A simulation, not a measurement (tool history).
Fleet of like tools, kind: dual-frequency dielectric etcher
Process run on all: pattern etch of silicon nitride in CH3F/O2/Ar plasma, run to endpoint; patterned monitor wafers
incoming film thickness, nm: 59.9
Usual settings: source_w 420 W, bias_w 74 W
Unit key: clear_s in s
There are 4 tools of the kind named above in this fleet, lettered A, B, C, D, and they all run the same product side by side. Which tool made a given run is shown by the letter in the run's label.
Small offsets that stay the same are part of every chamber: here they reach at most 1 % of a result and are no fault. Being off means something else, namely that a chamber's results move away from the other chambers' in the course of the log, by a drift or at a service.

| run | hour | source_w | bias_w | clear_s |
|---|---|---|---|---|
| 1D | 3.6 | 420 | 74 | 84.089 |
| 2A | 10.2 | 420 | 74 | 83.841 |
| 3B | 17.1 | 420 | 74 | 83.988 |
| 4C | 21.4 | 420 | 74 | 84.685 |
| 5D | 27.5 | 420 | 74 | 83.634 |
| 6A | 31.8 | 420 | 74 | 83.14 |
| 7B | 39.7 | 420 | 74 | 84.625 |
| 8C | 47 | 420 | 74 | 84.067 |
| 9B | 53.1 | 420 | 74 | 85.047 |
| 10D | 56.7 | 420 | 74 | 83.83 |
| 11C | 60.4 | 420 | 74 | 84.207 |
| 12A | 67.4 | 340 | 74 | 90.555 |
| 13C | 71.1 | 340 | 74 | 91.064 |
| 14A | 78.2 | 340 | 74 | 90.099 |
| 15D | 81.8 | 340 | 74 | 90.589 |
| 16B | 87.7 | 420 | 74 | 85.167 |
| 17C | 93.9 | 420 | 74 | 84.081 |
| 18A | 98.1 | 420 | 74 | 83.975 |
| 19B | 103.7 | 420 | 74 | 84.372 |
|  | 106.3 | chamber B: wet clean of the chamber |
| 20D | 111.6 | 420 | 74 | 83.676 |
| 21A | 117.8 | 420 | 74 | 84.955 |
| 22C | 122.4 | 420 | 74 | 84.289 |
| 23D | 126.4 | 420 | 74 | 84.066 |
| 24B | 132.7 | 420 | 74 | 84.147 |
| 25C | 140.3 | 420 | 74 | 83.691 |
| 26A | 147.8 | 420 | 74 | 84.684 |
| 27B | 154.8 | 420 | 74 | 84.894 |
| 28D | 161.3 | 420 | 74 | 83.953 |
| 29C | 167.5 | 420 | 74 | 85.057 |
|  | 169.8 | chamber B: source power generator calibrated |
| 30D | 174.9 | 420 | 74 | 83.76 |
| 31A | 181.2 | 350 | 83 | 88.734 |
| 32B | 188.6 | 350 | 83 | 87.118 |
| 33C | 193 | 350 | 83 | 86.975 |
| 34B | 198.9 | 350 | 83 | 86.136 |
| 35A | 206.3 | 420 | 74 | 86.961 |
| 36D | 212.6 | 420 | 74 | 84.235 |
| 37B | 217.1 | 420 | 74 | 84.822 |
| 38A | 222 | 420 | 74 | 86.677 |
| 39C | 228.2 | 420 | 74 | 84.382 |
| 40D | 236.2 | 420 | 74 | 83.634 |
| 41A | 240 | 420 | 74 | 87.185 |
| 42D | 246.8 | 420 | 74 | 83.774 |
| 43B | 252 | 420 | 74 | 84.415 |

What goes on in this fleet: one chamber off, a drifting gauge, or nothing beyond the chambers' own small offsets? Name the chamber and the cause, if any.

It is chamber A that slowly wanders off from its peers.
Most likely cause: etch rate under this chamber's usual, % = 5.1.

Here are 4 candidates for chamber A's next run, each the usual settings with a change, their results left as question marks. Which one brings its results back in line with what the others give on the usual settings?
Allowed miss from the other chambers' usual-settings mean, per result, to count as in line: clear_s 1.3 s
| 44A-1 | 257.7 | 470 | 83 | ? |
| 44A-2 | 257.7 | 420 | 65 | ? |
| 44A-3 | 257.7 | 470 | 74 | ? |
| 44A-4 | 257.7 | 330 | 74 | ? |

Other chambers, usual settings, mean: clear_s 84.157 s
| run | clear_s |
|---|---|
| 44A-1 | 81.051 |
| 44A-2 | 92.081 |
| 44A-3 | 84.352 |
| 44A-4 | 96.657 |
Change 44A-3 lands the chamber within the allowed miss of the other chambers.
